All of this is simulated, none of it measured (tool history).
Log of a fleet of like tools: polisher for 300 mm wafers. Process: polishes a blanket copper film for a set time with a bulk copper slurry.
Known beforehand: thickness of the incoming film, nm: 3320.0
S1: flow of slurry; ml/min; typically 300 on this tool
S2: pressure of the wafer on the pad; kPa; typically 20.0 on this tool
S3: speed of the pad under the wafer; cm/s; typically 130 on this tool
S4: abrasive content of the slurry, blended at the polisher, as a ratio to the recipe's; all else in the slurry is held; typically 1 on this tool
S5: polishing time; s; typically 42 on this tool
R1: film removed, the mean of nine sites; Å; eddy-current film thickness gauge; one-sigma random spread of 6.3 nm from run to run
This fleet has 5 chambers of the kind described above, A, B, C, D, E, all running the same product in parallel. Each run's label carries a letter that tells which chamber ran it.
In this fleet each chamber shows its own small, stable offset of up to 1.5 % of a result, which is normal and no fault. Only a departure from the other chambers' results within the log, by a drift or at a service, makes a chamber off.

At day 0.275: chamber D: worn pad replaced by a new one.
Run 1B, day 0.471: usual settings. Result: R1 5662.9 Å.
Run 2A, day 0.942: usual settings. Result: R1 5608.7 Å.
Run 3D, day 1.283: usual settings. Result: R1 5793.2 Å.
At day 1.675: chamber A: slurry nozzle cleaned.
Run 4C, day 1.738: usual settings. Result: R1 5635.1 Å.
At day 1.746: chamber B: worn pad replaced by a new one.
At day 2.042: chamber C: worn pad replaced by a new one.
Run 5E, day 2.146: usual settings. Result: R1 5601.1 Å.
At day 2.288: chamber A: worn pad replaced by a new one.
At day 2.300: chamber A: slurry blender recalibrated.
Run 6C, day 2.592: usual settings. Result: R1 5639.5 Å.
At day 2.762: chamber D: worn pad replaced by a new one.
Run 7A, day 3.025: usual settings but S2 16.5 kPa. Result: R1 4653.0 Å.
At day 3.225: chamber A: head pressure recalibrated.
At day 3.279: chamber C: slurry blender recalibrated.
Run 8D, day 3.433: usual settings but S2 16.5 kPa. Result: R1 4742.3 Å.
At day 3.554: chamber E: worn pad replaced by a new one.
Run 9B, day 3.696: usual settings but S2 16.5 kPa. Result: R1 4602.1 Å.
At day 3.933: chamber C: head pressure recalibrated.
Run 10E, day 4.129: usual settings but S2 16.5 kPa. Result: R1 4660.9 Å.
Run 11A, day 4.496: usual settings but S2 16.5 kPa. Result: R1 4720.9 Å.
At day 4.704: chamber E: slurry blender recalibrated.
Run 12D, day 4.900: usual settings. Result: R1 5712.8 Å.
At day 5.100: chamber E: head pressure recalibrated.
Run 13E, day 5.129: usual settings. Result: R1 5642.1 Å.
Run 14B, day 5.496: usual settings but S2 17.9 kPa. Result: R1 4993.1 Å.
At day 5.633: chamber B: worn pad replaced by a new one.
At day 5.892: chamber D: worn pad replaced by a new one.
Run 15C, day 5.942: usual settings but S2 17.9 kPa. Result: R1 4544.4 Å.
Run 16E, day 6.150: usual settings but S2 17.9 kPa. Result: R1 5026.7 Å.
Run 17D, day 6.442: usual settings but S2 17.9 kPa. Result: R1 5067.6 Å.
At day 6.546: chamber C: worn pad replaced by a new one.
At day 6.633: chamber A: worn pad replaced by a new one.
Run 18B, day 6.667: usual settings but S2 17.9 kPa. Result: R1 5112.8 Å.
Run 19C, day 7.012: usual settings. Result: R1 5152.3 Å.
Run 20A, day 7.400: usual settings. Result: R1 5716.9 Å.
At day 7.421: chamber E: worn pad replaced by a new one.
Run 21A, day 7.654: usual settings. Result: R1 5728.3 Å.
Run 22D, day 7.971: usual settings but S3 174 cm/s, S5 29 s. Result: R1 5198.1 Å.
Run 23E, day 8.225: usual settings but S3 174 cm/s, S5 29 s. Result: R1 5203.3 Å.
Run 24B, day 8.596: usual settings but S3 174 cm/s, S5 29 s. Result: R1 5260.5 Å.
Run 25C, day 8.900: usual settings but S3 174 cm/s, S5 29 s. Result: R1 4677.4 Å.
At day 9.025: chamber C: slurry blender recalibrated.
At day 9.079: chamber D: worn pad replaced by a new one.
Run 26E, day 9.238: usual settings but S3 174 cm/s, S5 29 s. Result: R1 5178.2 Å.
Run 27B, day 9.658: usual settings. Result: R1 5587.7 Å.
At day 9.812: chamber D: slurry blender recalibrated.
Run 28C, day 9.875: usual settings. Result: R1 5062.3 Å.
At day 9.983: chamber B: worn pad replaced by a new one.
Run 29A, day 10.271: usual settings but S1 200 ml/min, S3 150 cm/s. Result: R1 6245.0 Å.
Run 30D, day 10.517: usual settings but S1 200 ml/min, S3 150 cm/s. Result: R1 6365.6 Å.
At day 10.746: chamber E: worn pad replaced by a new one.
At day 10.829: chamber B: slurry blender recalibrated.
Run 31D, day 10.862: usual settings but S1 200 ml/min, S3 150 cm/s. Result: R1 6216.1 Å.
Run 32B, day 11.333: usual settings but S1 200 ml/min, S3 150 cm/s. Result: R1 6071.6 Å.
Run 33E, day 11.704: usual settings but S1 200 ml/min, S3 150 cm/s. Result: R1 6207.4 Å.

Predict what each chamber gives when all 5 of them run the settings below next.
Run 34A, day 12.042: usual settings. Result: R1 ?.
Run 34B, day 12.042: usual settings. Result: R1 ?.
Run 34C, day 12.042: usual settings. Result: R1 ?.
Run 34D, day 12.042: usual settings. Result: R1 ?.
Run 34E, day 12.042: usual settings. Result: R1 ?.

run      R1
34A  5784.3
34B  5592.7
34C  5034.0
34D  5568.1
34E  5600.6
